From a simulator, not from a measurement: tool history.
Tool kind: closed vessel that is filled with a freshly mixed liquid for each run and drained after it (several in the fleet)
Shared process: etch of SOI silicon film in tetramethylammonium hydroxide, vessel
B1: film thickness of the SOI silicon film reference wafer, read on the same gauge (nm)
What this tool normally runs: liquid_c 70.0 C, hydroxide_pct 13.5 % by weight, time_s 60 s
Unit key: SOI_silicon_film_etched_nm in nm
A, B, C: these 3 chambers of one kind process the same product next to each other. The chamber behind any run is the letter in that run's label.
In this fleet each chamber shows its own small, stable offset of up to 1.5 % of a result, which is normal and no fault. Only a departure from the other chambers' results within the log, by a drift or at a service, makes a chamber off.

run 1B day=0.262 | liquid_c=70.0 hydroxide_pct=13.5 time_s=60 | B1=110.01 | SOI_silicon_film_etched_nm=388.68
-- day=0.325 chamber B: hydroxide flow meter replaced
run 2C day=0.538 | liquid_c=70.0 hydroxide_pct=13.5 time_s=60 | B1=110.01 | SOI_silicon_film_etched_nm=391.75
run 3A day=0.812 | liquid_c=70.0 hydroxide_pct=13.5 time_s=60 | B1=109.99 | SOI_silicon_film_etched_nm=391.47
run 4A day=0.946 | liquid_c=70.0 hydroxide_pct=13.5 time_s=60 | B1=109.99 | SOI_silicon_film_etched_nm=397.60
run 5B day=1.108 | liquid_c=70.0 hydroxide_pct=13.5 time_s=60 | B1=110.00 | SOI_silicon_film_etched_nm=391.12
run 6C day=1.296 | liquid_c=70.0 hydroxide_pct=13.5 time_s=60 | B1=109.99 | SOI_silicon_film_etched_nm=388.98
run 7A day=1.508 | liquid_c=67.0 hydroxide_pct=13.5 time_s=40 | B1=110.00 | SOI_silicon_film_etched_nm=220.68
run 8B day=1.762 | liquid_c=67.0 hydroxide_pct=13.5 time_s=40 | B1=109.98 | SOI_silicon_film_etched_nm=218.66
run 9C day=1.975 | liquid_c=67.0 hydroxide_pct=13.5 time_s=40 | B1=110.00 | SOI_silicon_film_etched_nm=222.37
run 10B day=2.138 | liquid_c=70.0 hydroxide_pct=13.5 time_s=60 | B1=110.00 | SOI_silicon_film_etched_nm=389.67
run 11A day=2.308 | liquid_c=70.0 hydroxide_pct=17.0 time_s=50 | B1=110.01 | SOI_silicon_film_etched_nm=297.41
run 12C day=2.562 | liquid_c=70.0 hydroxide_pct=17.0 time_s=50 | B1=109.98 | SOI_silicon_film_etched_nm=295.17
run 13A day=2.712 | liquid_c=70.0 hydroxide_pct=17.0 time_s=50 | B1=110.01 | SOI_silicon_film_etched_nm=303.07
run 14C day=2.967 | liquid_c=73.5 hydroxide_pct=13.5 time_s=45 | B1=110.01 | SOI_silicon_film_etched_nm=353.34
run 15B day=3.100 | liquid_c=73.5 hydroxide_pct=13.5 time_s=45 | B1=110.00 | SOI_silicon_film_etched_nm=357.36
run 16B day=3.275 | liquid_c=73.5 hydroxide_pct=13.5 time_s=45 | B1=109.99 | SOI_silicon_film_etched_nm=358.25
run 17A day=3.450 | liquid_c=70.0 hydroxide_pct=13.5 time_s=60 | B1=110.00 | SOI_silicon_film_etched_nm=396.66
run 18C day=3.717 | liquid_c=70.0 hydroxide_pct=13.5 time_s=75 | B1=110.00 | SOI_silicon_film_etched_nm=484.62
run 19C day=3.962 | liquid_c=70.0 hydroxide_pct=13.5 time_s=75 | B1=110.00 | SOI_silicon_film_etched_nm=489.62
run 20A day=4.158 | liquid_c=70.0 hydroxide_pct=13.5 time_s=75 | B1=109.98 | SOI_silicon_film_etched_nm=498.93
run 21B day=4.388 | liquid_c=70.0 hydroxide_pct=13.5 time_s=60 | B1=110.00 | SOI_silicon_film_etched_nm=385.47
run 22B day=4.650 | liquid_c=70.0 hydroxide_pct=13.5 time_s=60 | B1=110.00 | SOI_silicon_film_etched_nm=390.42
run 23A day=4.888 | liquid_c=70.0 hydroxide_pct=13.5 time_s=60 | B1=110.00 | SOI_silicon_film_etched_nm=391.91
run 24C day=5.083 | liquid_c=70.0 hydroxide_pct=13.5 time_s=60 | B1=110.01 | SOI_silicon_film_etched_nm=393.92
run 25B day=5.367 | liquid_c=70.0 hydroxide_pct=13.5 time_s=60 | B1=110.02 | SOI_silicon_film_etched_nm=390.03
run 26A day=5.646 | liquid_c=77.0 hydroxide_pct=10.0 time_s=60 | B1=109.99 | SOI_silicon_film_etched_nm=681.12
run 27C day=5.833 | liquid_c=77.0 hydroxide_pct=10.0 time_s=60 | B1=110.00 | SOI_silicon_film_etched_nm=649.53
run 28A day=5.992 | liquid_c=77.0 hydroxide_pct=10.0 time_s=60 | B1=109.99 | SOI_silicon_film_etched_nm=671.75
run 29C day=6.204 | liquid_c=70.0 hydroxide_pct=13.5 time_s=60 | B1=109.99 | SOI_silicon_film_etched_nm=384.77
run 30B day=6.446 | liquid_c=70.0 hydroxide_pct=13.5 time_s=60 | B1=109.99 | SOI_silicon_film_etched_nm=395.34
run 31B day=6.638 | liquid_c=70.0 hydroxide_pct=13.5 time_s=60 | B1=109.99 | SOI_silicon_film_etched_nm=386.91
run 32A day=6.862 | liquid_c=70.0 hydroxide_pct=13.5 time_s=60 | B1=110.03 | SOI_silicon_film_etched_nm=394.97
run 33C day=7.075 | liquid_c=67.0 hydroxide_pct=13.5 time_s=80 | B1=110.01 | SOI_silicon_film_etched_nm=431.31
run 34C day=7.254 | liquid_c=67.0 hydroxide_pct=13.5 time_s=80 | B1=109.99 | SOI_silicon_film_etched_nm=436.64
run 35B day=7.458 | liquid_c=67.0 hydroxide_pct=13.5 time_s=80 | B1=110.01 | SOI_silicon_film_etched_nm=436.54
run 36A day=7.583 | liquid_c=70.0 hydroxide_pct=13.5 time_s=60 | B1=110.01 | SOI_silicon_film_etched_nm=392.62
run 37C day=7.717 | liquid_c=70.0 hydroxide_pct=13.5 time_s=60 | B1=110.00 | SOI_silicon_film_etched_nm=391.54
run 38B day=7.933 | liquid_c=70.0 hydroxide_pct=13.5 time_s=60 | B1=110.02 | SOI_silicon_film_etched_nm=388.33
run 39A day=8.142 | liquid_c=70.0 hydroxide_pct=13.5 time_s=60 | B1=109.99 | SOI_silicon_film_etched_nm=389.68
run 40C day=8.342 | liquid_c=70.0 hydroxide_pct=13.5 time_s=60 | B1=110.02 | SOI_silicon_film_etched_nm=389.10
run 41B day=8.542 | liquid_c=70.0 hydroxide_pct=13.5 time_s=60 | B1=110.00 | SOI_silicon_film_etched_nm=391.54
run 42A day=8.725 | liquid_c=70.0 hydroxide_pct=13.5 time_s=60 | B1=110.00 | SOI_silicon_film_etched_nm=397.06
run 43A day=8.942 | liquid_c=70.0 hydroxide_pct=13.5 time_s=60 | B1=110.00 | SOI_silicon_film_etched_nm=395.48

All chambers now run identical settings, listed one chamber a line with results as question marks. What results will each chamber show?
run 44A day=9.150 | liquid_c=70.0 hydroxide_pct=13.5 time_s=60 | SOI_silicon_film_etched_nm=?
run 44B day=9.150 | liquid_c=70.0 hydroxide_pct=13.5 time_s=60 | SOI_silicon_film_etched_nm=?
run 44C day=9.150 | liquid_c=70.0 hydroxide_pct=13.5 time_s=60 | SOI_silicon_film_etched_nm=?

run=44A SOI_silicon_film_etched_nm=393.10
run=44B SOI_silicon_film_etched_nm=392.08
run=44C SOI_silicon_film_etched_nm=389.70
